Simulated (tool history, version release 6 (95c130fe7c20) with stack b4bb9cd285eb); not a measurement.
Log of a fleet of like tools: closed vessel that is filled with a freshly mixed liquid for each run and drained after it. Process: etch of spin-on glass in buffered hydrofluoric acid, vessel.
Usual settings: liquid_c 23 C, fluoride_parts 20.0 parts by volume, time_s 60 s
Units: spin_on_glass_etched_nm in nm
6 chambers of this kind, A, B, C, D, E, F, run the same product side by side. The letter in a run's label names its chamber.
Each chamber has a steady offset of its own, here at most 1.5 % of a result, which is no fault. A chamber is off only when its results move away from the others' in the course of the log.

run	hour	liquid_c	fluoride_parts	time_s	read-back film thickness of the spin-on glass reference wafer, read on the same gauge (nm)	spin_on_glass_etched_nm
# hour 2.6: chamber C: hydrofluoric acid flow meter replaced
1A	5.6	23	20.0	60	99.971	102.350
2B	11.9	23	20.0	60	99.932	100.060
3C	21.5	23	20.0	60	100.040	101.750
4F	29.3	23	20.0	60	99.958	99.003
5E	38.2	23	20.0	60	99.981	101.220
6D	49.9	23	20.0	60	100.030	103.110
7D	57.2	23	20.0	60	100.060	101.650
8B	67.4	23	20.0	60	99.998	101.140
# hour 74.9: chamber C: thermometer replaced
9C	78.6	23	20.0	60	100.000	102.540
10F	84.8	23	20.0	60	99.970	100.610
11A	91.7	23	20.0	60	99.992	101.340
12E	100.6	27	15.0	60	100.010	167.860
13E	111.6	27	15.0	60	100.050	166.130
14A	120.9	27	15.0	60	100.030	166.570
15F	129.6	27	15.0	60	100.020	167.170
16B	135.7	27	15.0	60	99.985	165.260
17D	144.6	27	15.0	60	99.915	169.030
18C	151.5	23	20.0	60	99.994	101.240
19C	158.5	23	20.0	60	100.020	102.500
20D	167.5	23	27.5	60	99.975	81.249
21A	178.7	23	27.5	60	100.000	80.964
22F	184.3	23	27.5	60	100.030	80.566
23E	194.0	23	27.5	60	99.990	81.324
24B	204.9	23	27.5	60	99.980	81.620
# hour 208.8: chamber E: hydrofluoric acid flow meter replaced
25F	216.2	23	27.5	60	99.965	80.184
26C	222.7	23	16.0	60	99.954	128.190
27E	231.3	23	16.0	60	100.000	125.630
28D	237.5	23	16.0	60	100.040	124.490
29A	247.0	23	16.0	60	100.000	125.330
30B	255.0	23	16.0	60	100.030	126.910
31A	261.4	23	16.0	60	100.030	126.480
32E	268.1	23	20.0	60	100.020	101.300
33D	276.9	23	20.0	60	100.010	103.090
34C	282.7	23	20.0	60	100.020	103.510
35B	294.8	23	20.0	60	99.971	101.820
36F	304.5	23	20.0	60	99.983	100.770
37F	314.9	23	27.0	80	100.040	109.060
# hour 318.6: chamber B: hydrofluoric acid flow meter replaced
38B	322.4	23	27.0	80	99.974	113.750
39C	332.3	23	27.0	80	99.980	111.130
40A	341.8	23	27.0	80	100.020	110.730
41D	349.6	23	27.0	80	99.971	109.220

What goes on in this fleet: one chamber off, a drifting gauge, or nothing beyond the chambers' own small offsets? Name the chamber and the cause, if any.

Chamber B drifts away from the others.
Cause: liquid hotter than its thermometer reads (K) = 0.667.

Here are 4 candidates for chamber B's next run, each the usual settings with a change, their results left as question marks. Which one brings its results back in line with what the others give on the usual settings?
In line means no further than this from the other chambers' mean on the usual settings: spin_on_glass_etched_nm 2.400 nm
42B-1	358.4	23.5	19.0	60		?
42B-2	358.4	23.5	20.0	60		?
42B-3	358.4	22.5	21.5	60		?
42B-4	358.4	23.0	21.0	60		?

The other chambers' mean on the usual settings: spin_on_glass_etched_nm 101.450 nm
run	spin_on_glass_etched_nm
42B-1	113.590
42B-2	108.080
42B-3	97.399
42B-4	101.730
42B-4 brings the chamber back in line.
